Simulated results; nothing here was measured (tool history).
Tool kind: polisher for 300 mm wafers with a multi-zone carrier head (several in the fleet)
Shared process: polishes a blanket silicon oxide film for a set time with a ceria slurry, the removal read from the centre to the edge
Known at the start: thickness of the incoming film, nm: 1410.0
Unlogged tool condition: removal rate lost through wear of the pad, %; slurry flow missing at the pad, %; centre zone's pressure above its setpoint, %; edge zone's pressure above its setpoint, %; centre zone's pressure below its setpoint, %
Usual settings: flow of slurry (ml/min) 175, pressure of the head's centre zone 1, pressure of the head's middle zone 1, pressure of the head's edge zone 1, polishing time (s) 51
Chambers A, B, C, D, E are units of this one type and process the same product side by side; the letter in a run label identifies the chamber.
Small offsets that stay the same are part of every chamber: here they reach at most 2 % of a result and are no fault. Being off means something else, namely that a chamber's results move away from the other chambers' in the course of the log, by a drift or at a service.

| run | hour | flow of slurry (ml/min) | pressure of the head's centre zone | pressure of the head's middle zone | pressure of the head's edge zone | polishing time (s) | wafers polished on this pad | hours since the slurry nozzle was cleaned | hours since the centre zone pressure was calibrated | hours since the edge zone pressure was calibrated | film removed at the wafer's centre (angstrom) | film removed at mid-radius (angstrom) | film removed at the wafer's edge (angstrom) |
|---|---|---|---|---|---|---|---|---|---|---|---|---|---|
|  | 5 | chamber D: edge zone pressure recalibrated |
| 1A | 8.7 | 175 | 1 | 1 | 1 | 51 | 210 | 475 | 964.6 | 16.8 | 2739.3 | 2796.8 | 2820 |
|  | 16.3 | chamber D: worn pad replaced by a new one |
| 2C | 20.5 | 175 | 1 | 1 | 1 | 51 | 402 | 460.7 | 329.7 | 407 | 2814.9 | 2740.8 | 2787.7 |
| 3B | 30.6 | 175 | 1 | 1 | 1 | 51 | 919 | 83.5 | 569.7 | 568.1 | 2735.8 | 2781.6 | 2793.3 |
|  | 36.5 | chamber B: worn pad replaced by a new one |
| 4D | 42.2 | 175 | 1 | 1 | 1 | 51 | 376 | 89.9 | 173.9 | 37.2 | 2795 | 2800.2 | 2809 |
|  | 43.2 | chamber E: slurry nozzle cleaned |
| 5E | 47.9 | 175 | 1 | 1 | 1 | 51 | 804 | 4.7 | 154 | 138.6 | 2888.3 | 2838.7 | 2825.9 |
|  | 52.6 | chamber B: edge zone pressure recalibrated |
|  | 52.7 | chamber C: slurry nozzle cleaned |
| 6D | 56.8 | 205 | 0.92 | 1 | 1 | 51 | 587 | 104.5 | 188.5 | 51.8 | 2670.6 | 2883.1 | 2823.8 |
|  | 59.7 | chamber E: worn pad replaced by a new one |
| 7E | 65.9 | 205 | 0.92 | 1 | 1 | 51 | 90 | 22.7 | 172 | 156.6 | 2658 | 2879.8 | 2882.2 |
|  | 67.5 | chamber A: worn pad replaced by a new one |
|  | 67.8 | chamber C: centre zone pressure recalibrated |
|  | 72.8 | chamber C: worn pad replaced by a new one |
| 8A | 73.5 | 205 | 0.92 | 1 | 1 | 51 | 87 | 539.8 | 1029.4 | 81.6 | 2645.1 | 2902 | 2911.6 |
|  | 77.4 | chamber D: worn pad replaced by a new one |
| 9C | 80.9 | 205 | 0.92 | 1 | 1 | 51 | 118 | 28.3 | 13.2 | 467.4 | 2635.3 | 2871.1 | 2799.1 |
| 10B | 87 | 205 | 0.92 | 1 | 1 | 51 | 732 | 139.9 | 626.1 | 34.5 | 2580 | 2900.2 | 2906 |
| 11E | 96.8 | 175 | 1 | 1 | 1 | 51 | 537 | 53.6 | 202.9 | 187.5 | 2909.3 | 2854.8 | 2806.6 |
| 12D | 105 | 175 | 1 | 1 | 1 | 51 | 400 | 152.7 | 236.7 | 100 | 2805.7 | 2831.3 | 2779.8 |
|  | 109 | chamber B: worn pad replaced by a new one |
| 13A | 117.6 | 200 | 1 | 0.9 | 1 | 51 | 726 | 583.9 | 1073.5 | 125.7 | 2874.6 | 2558 | 2802.8 |
| 14C | 124.7 | 200 | 1 | 0.9 | 1 | 51 | 752 | 72.1 | 57 | 511.2 | 2912.4 | 2596.9 | 2860.5 |
|  | 131.6 | chamber E: worn pad replaced by a new one |
| 15B | 132.5 | 200 | 1 | 0.9 | 1 | 51 | 341 | 185.4 | 671.6 | 80 | 2790 | 2566.1 | 2856.7 |
|  | 135.5 | chamber A: worn pad replaced by a new one |
| 16C | 140.3 | 200 | 1 | 0.9 | 1 | 51 | 978 | 87.7 | 72.6 | 526.8 | 2907.8 | 2592.7 | 2842.4 |
|  | 148.1 | chamber D: worn pad replaced by a new one |
|  | 150.2 | chamber D: slurry nozzle cleaned |
|  | 151.4 | chamber B: centre zone pressure recalibrated |
| 17A | 152.9 | 200 | 1 | 0.9 | 1 | 51 | 252 | 619.2 | 1108.8 | 161 | 2868.3 | 2578.4 | 2836 |
|  | 160 | chamber C: worn pad replaced by a new one |
| 18B | 163.2 | 175 | 1 | 1 | 1 | 62 | 785 | 216.1 | 11.8 | 110.7 | 3291 | 3296.3 | 3367.8 |
| 19D | 172.4 | 175 | 1 | 1 | 1 | 62 | 352 | 22.2 | 304.1 | 167.4 | 3394.3 | 3462.1 | 3464.4 |
|  | 174.1 | chamber B: worn pad replaced by a new one |
| 20E | 183.6 | 175 | 1 | 1 | 1 | 62 | 753 | 140.4 | 289.7 | 274.3 | 3531.4 | 3481.1 | 3369.8 |
| 21E | 189.2 | 175 | 1 | 1 | 1 | 62 | 834 | 146 | 295.3 | 279.9 | 3486.2 | 3491.2 | 3405.4 |
|  | 194 | chamber A: slurry nozzle cleaned |
| 22A | 194.7 | 175 | 1 | 1 | 1 | 62 | 857 | 0.8 | 1150.6 | 202.8 | 3375.7 | 3380.3 | 3452.2 |
| 23C | 202.5 | 175 | 1 | 1 | 1 | 51 | 616 | 149.9 | 134.8 | 589 | 2833.3 | 2839.5 | 2782.9 |
|  | 203.5 | chamber E: worn pad replaced by a new one |
|  | 206 | chamber A: worn pad replaced by a new one |
| 24D | 210 | 175 | 1 | 1 | 1 | 51 | 897 | 59.8 | 341.7 | 205 | 2788.2 | 2775.1 | 2829 |
| 25B | 220 | 175 | 1 | 1 | 1 | 51 | 665 | 272.9 | 68.6 | 167.5 | 2617.2 | 2665 | 2738.6 |
|  | 225.3 | chamber D: worn pad replaced by a new one |
| 26A | 226.1 | 175 | 1 | 1 | 1 | 51 | 291 | 32.2 | 1182 | 234.2 | 2782.8 | 2852.7 | 2805.6 |
|  | 230.1 | chamber B: worn pad replaced by a new one |
| 27E | 234.7 | 220 | 1 | 1 | 1 | 51 | 451 | 191.5 | 340.8 | 325.4 | 2966.7 | 2948.5 | 2897.2 |
|  | 240 | chamber C: worn pad replaced by a new one |
|  | 244.3 | chamber D: centre zone pressure recalibrated |
| 28B | 245.1 | 220 | 1 | 1 | 1 | 51 | 217 | 298 | 93.7 | 192.6 | 2745.7 | 2771.9 | 2778.2 |
|  | 245.4 | chamber E: slurry nozzle cleaned |
| 29C | 255.4 | 220 | 1 | 1 | 1 | 51 | 224 | 202.8 | 187.7 | 641.9 | 2948.9 | 2936.9 | 2884.4 |
|  | 262.2 | chamber E: worn pad replaced by a new one |
| 30D | 262.3 | 220 | 1 | 1 | 1 | 51 | 536 | 112.1 | 18 | 257.3 | 2867.8 | 2890.6 | 2903.4 |
| 31C | 272.1 | 220 | 1 | 1 | 1 | 51 | 466 | 219.5 | 204.4 | 658.6 | 2955.2 | 2907 | 2889.8 |
|  | 280.7 | chamber A: worn pad replaced by a new one |
| 32E | 284.1 | 175 | 1 | 1 | 1 | 51 | 317 | 38.7 | 390.2 | 374.8 | 2875.4 | 2841.6 | 2830.5 |
|  | 287 | chamber D: worn pad replaced by a new one |
|  | 290.6 | chamber A: centre zone pressure recalibrated |
| 33B | 292.1 | 175 | 1 | 1 | 1 | 51 | 898 | 345 | 140.7 | 239.6 | 2550.8 | 2535.5 | 2633.3 |
| 34A | 298.3 | 175 | 1 | 1 | 1 | 51 | 255 | 104.4 | 7.8 | 306.4 | 2787.9 | 2765.3 | 2846.4 |
|  | 306.4 | chamber D: edge zone pressure recalibrated |
| 35D | 309.9 | 175 | 1 | 1 | 1 | 51 | 332 | 159.7 | 65.6 | 3.5 | 2822.1 | 2835 | 2783.6 |
| 36D | 316.6 | 175 | 1 | 1 | 1 | 51 | 429 | 166.4 | 72.3 | 10.2 | 2790.4 | 2817.9 | 2808.2 |

Read the log: is a single chamber off, either drifting away or since a service, is the gauge that measures every chamber drifting, or is nothing wrong beyond small per-chamber offsets? Name any odd chamber and what most likely caused it.

Chamber B drifts away from the others.
Cause: slurry flow missing at the pad, % = 38.7.

Which of the 4 candidates below, each the usual settings with something changed and its results left as question marks, puts chamber B back in line with what the other chambers give on the usual settings?
Maximum distance from the other chambers' mean on the usual settings for a result to count as in line: film removed at the wafer's centre (angstrom) 91; film removed at mid-radius (angstrom) 100; film removed at the wafer's edge (angstrom) 86
| 37B-1 | 325.7 | 165 | 0.96 | 0.98 | 1.03 | 47 |  |  |  |  | ? | ? | ? |
| 37B-2 | 325.7 | 185 | 1.04 | 1.02 | 0.97 | 55 |  |  |  |  | ? | ? | ? |
| 37B-3 | 325.7 | 155 | 0.93 | 0.96 | 1.05 | 44 |  |  |  |  | ? | ? | ? |
| 37B-4 | 325.7 | 195 | 1.08 | 1.04 | 0.95 | 59 |  |  |  |  | ? | ? | ? |

What the other chambers average on the usual settings: film removed at the wafer's centre (angstrom) 2816.9; film removed at mid-radius (angstrom) 2807.1; film removed at the wafer's edge (angstrom) 2794.8
| run | film removed at the wafer's centre (angstrom) | film removed at mid-radius (angstrom) | film removed at the wafer's edge (angstrom) |
|---|---|---|---|
| 37B-1 | 2115 | 2238.7 | 2425 |
| 37B-2 | 2799 | 2798.2 | 2804.2 |
| 37B-3 | 1872.6 | 2021.2 | 2267.4 |
| 37B-4 | 3176 | 3093.9 | 3001.3 |
37B-2 puts the chamber back in line with the other chambers.
